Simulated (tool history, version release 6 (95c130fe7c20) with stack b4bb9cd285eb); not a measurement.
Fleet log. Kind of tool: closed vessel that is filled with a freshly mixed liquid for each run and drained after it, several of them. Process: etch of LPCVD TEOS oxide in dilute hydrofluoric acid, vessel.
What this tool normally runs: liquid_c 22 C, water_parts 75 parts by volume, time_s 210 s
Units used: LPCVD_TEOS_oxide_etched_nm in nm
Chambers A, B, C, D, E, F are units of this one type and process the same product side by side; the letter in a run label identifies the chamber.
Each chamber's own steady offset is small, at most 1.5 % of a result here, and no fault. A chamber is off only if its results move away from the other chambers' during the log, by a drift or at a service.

run,hour,liquid_c,water_parts,time_s,"read-back film thickness of the LPCVD TEOS oxide reference wafer, read on the same gauge (nm)",LPCVD_TEOS_oxide_etched_nm
1D,3.7,22,75,210,60.01,45.441
2E,6.7,22,75,210,60.003,45.794
3C,9,22,75,210,59.974,46.351
4F,12.6,22,75,210,59.999,45.734
5B,14.6,22,105,210,59.983,31.797
6A,18.1,22,105,210,60.026,31.265
7F,21.2,22,105,210,59.989,31.412
8A,23.1,22,105,210,60.021,31.491
9B,26.9,22,105,210,59.985,31.569
10D,30.4,22,105,210,59.993,30.558
11C,34.4,22,75,210,60.019,46.327
12E,38.4,22,75,210,60.001,45.726
13C,41.9,22,75,210,60.027,45.856
14D,44.3,22,50,115,59.983,37.612
15E,47.7,22,50,115,60.009,38.661
16B,50.2,22,50,115,59.995,39.093
17A,53.5,22,50,115,59.983,38.812
18F,57.5,22,50,115,60.011,38.929
19E,59.5,22,50,115,60.007,38.033
20C,62.4,22,75,300,60.006,65.682
21A,65.3,22,75,300,59.992,65.438
22D,67.9,22,75,300,60.004,61.576
23B,72,22,75,300,59.997,65.724
24F,74.6,22,75,300,60.003,65.387
25E,77.1,22,75,300,60.009,65.154
26F,79.8,22,75,210,60.009,45.403
# hour 81: chamber F: hydrofluoric acid flow meter replaced
27A,82.1,22,75,210,59.986,45.302
28D,84.8,22,75,210,60.003,43.156
29C,88.3,22,75,210,60.003,45.549
30B,92,22,75,210,60.016,45.992
31C,93.9,22,75,210,59.986,45.869
32A,95.9,22,75,210,59.997,45.786
33D,99.5,24.5,75,95,60,21.285
34E,101.7,24.5,75,95,60.011,22.682
35F,105.7,24.5,75,95,59.999,22.815
# hour 107.9: chamber B: thermometer replaced
36B,107.9,24.5,75,95,59.984,23.448

Read the log: is a single chamber off, either drifting away or since a service, is the gauge that measures every chamber drifting, or is nothing wrong beyond small per-chamber offsets? Name any odd chamber and what most likely caused it.

It is chamber D that slowly wanders off from its peers.
Likeliest cause: liquid colder than its thermometer reads (K) = 1.8.
From this log alone, it may not be told apart from: hydrofluoric acid flow below the setpoint (%).

Chamber D could run next with any of the 4 candidate recipes listed below; each alters the usual settings, and their results appear as question marks. Which one brings its results back in line with what the other chambers deliver on the usual settings?
In line here means within this much of the mean the other chambers give on the usual settings: LPCVD_TEOS_oxide_etched_nm 1 nm
37D-1,111,22,75,220,,?
37D-2,111,24,75,210,,?
37D-3,111,20,75,210,,?
37D-4,111,21,75,210,,?

Usual-settings mean across the other chambers: LPCVD_TEOS_oxide_etched_nm 45.76 nm
run,LPCVD_TEOS_oxide_etched_nm
37D-1,44.056
37D-2,45.696
37D-3,38.662
37D-4,40.329
With 37D-2, the chamber falls back in line with the rest.

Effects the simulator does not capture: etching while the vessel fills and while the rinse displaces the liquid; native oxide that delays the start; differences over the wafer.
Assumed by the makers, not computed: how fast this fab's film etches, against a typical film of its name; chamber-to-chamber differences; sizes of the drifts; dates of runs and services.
